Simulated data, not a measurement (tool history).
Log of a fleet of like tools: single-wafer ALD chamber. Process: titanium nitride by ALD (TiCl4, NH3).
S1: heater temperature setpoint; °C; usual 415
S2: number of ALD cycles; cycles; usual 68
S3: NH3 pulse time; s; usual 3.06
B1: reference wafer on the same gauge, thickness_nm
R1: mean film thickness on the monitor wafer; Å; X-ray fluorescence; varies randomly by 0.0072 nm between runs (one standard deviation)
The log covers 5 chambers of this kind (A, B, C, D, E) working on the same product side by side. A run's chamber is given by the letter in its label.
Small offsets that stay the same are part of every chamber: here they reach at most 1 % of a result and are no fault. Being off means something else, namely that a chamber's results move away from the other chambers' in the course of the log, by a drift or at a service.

| run | hour | S1 | S2 | S3 | B1 | R1 |
|---|---|---|---|---|---|---|
| 1C | 10 | 415 | 68 | 3.06 | 1.4094 | 15.144 |
| 2B | 23.7 | 415 | 68 | 3.06 | 1.4119 | 15.256 |
| 3A | 35.7 | 415 | 68 | 3.06 | 1.4102 | 15.37 |
| 4E | 50.3 | 415 | 68 | 3.06 | 1.4097 | 15.209 |
| 5D | 58.2 | 415 | 63 | 3.06 | 1.409 | 14.231 |
| 6D | 68.8 | 415 | 63 | 3.06 | 1.4102 | 14.231 |
| 7A | 81.7 | 415 | 63 | 3.06 | 1.4104 | 14.233 |
| 8B | 88.4 | 415 | 63 | 3.06 | 1.4091 | 14.053 |
| 9E | 100.5 | 415 | 63 | 3.06 | 1.4081 | 13.989 |
|  | 102.7 | chamber D: thermocouple changed; heater temperature recalibrated |
| 10C | 107.3 | 415 | 68 | 3.06 | 1.4092 | 15.213 |
| 11E | 120.6 | 415 | 68 | 3.06 | 1.4091 | 15.24 |
| 12A | 133.3 | 402 | 55 | 3.06 | 1.4087 | 12.4 |
| 13C | 140.3 | 402 | 55 | 3.06 | 1.4109 | 12.304 |
| 14B | 147.1 | 402 | 55 | 3.06 | 1.411 | 12.285 |
| 15D | 161.9 | 402 | 55 | 3.06 | 1.4103 | 12.415 |
| 16E | 170.6 | 402 | 55 | 3.06 | 1.4112 | 12.275 |
| 17D | 184.7 | 415 | 68 | 2.47 | 1.4089 | 15.246 |
| 18B | 191.9 | 415 | 68 | 2.47 | 1.409 | 15.272 |
| 19A | 200.9 | 415 | 68 | 2.47 | 1.412 | 15.225 |
| 20C | 211.3 | 415 | 68 | 2.47 | 1.4113 | 15.146 |
| 21C | 219.7 | 415 | 68 | 2.47 | 1.4098 | 15.112 |
| 22D | 230 | 415 | 61 | 2.41 | 1.4104 | 13.646 |
| 23B | 236.9 | 415 | 61 | 2.41 | 1.4103 | 13.693 |
| 24E | 244.2 | 415 | 61 | 2.41 | 1.4088 | 13.602 |
| 25A | 258.5 | 415 | 61 | 2.41 | 1.4105 | 13.608 |
| 26D | 269.8 | 415 | 61 | 2.41 | 1.4111 | 13.581 |
| 27E | 278.6 | 415 | 68 | 3.06 | 1.4097 | 15.131 |
| 28B | 291 | 415 | 68 | 3.06 | 1.4099 | 15.019 |
| 29C | 303.1 | 415 | 73 | 3.06 | 1.4086 | 16.289 |
| 30A | 310.4 | 415 | 73 | 3.06 | 1.4108 | 16.502 |
| 31B | 323.7 | 415 | 73 | 3.06 | 1.4097 | 16.411 |
| 32E | 331.8 | 415 | 73 | 3.06 | 1.4096 | 16.321 |
| 33C | 343.5 | 415 | 73 | 3.06 | 1.4102 | 16.291 |
| 34D | 352 | 420 | 55 | 3.06 | 1.4119 | 12.438 |
| 35A | 360.4 | 420 | 55 | 3.06 | 1.4115 | 12.411 |
| 36E | 368.1 | 420 | 55 | 3.06 | 1.4089 | 12.209 |
| 37C | 382.7 | 420 | 55 | 3.06 | 1.41 | 12.185 |
| 38B | 393.3 | 420 | 55 | 3.06 | 1.4101 | 12.277 |

Read the log: is a single chamber off, either drifting away or since a service, is the gauge that measures every chamber drifting, or is nothing wrong beyond small per-chamber offsets? Name any odd chamber and what most likely caused it.

The fleet is healthy, with each chamber sitting at its usual small offset and no drift in the gauge.
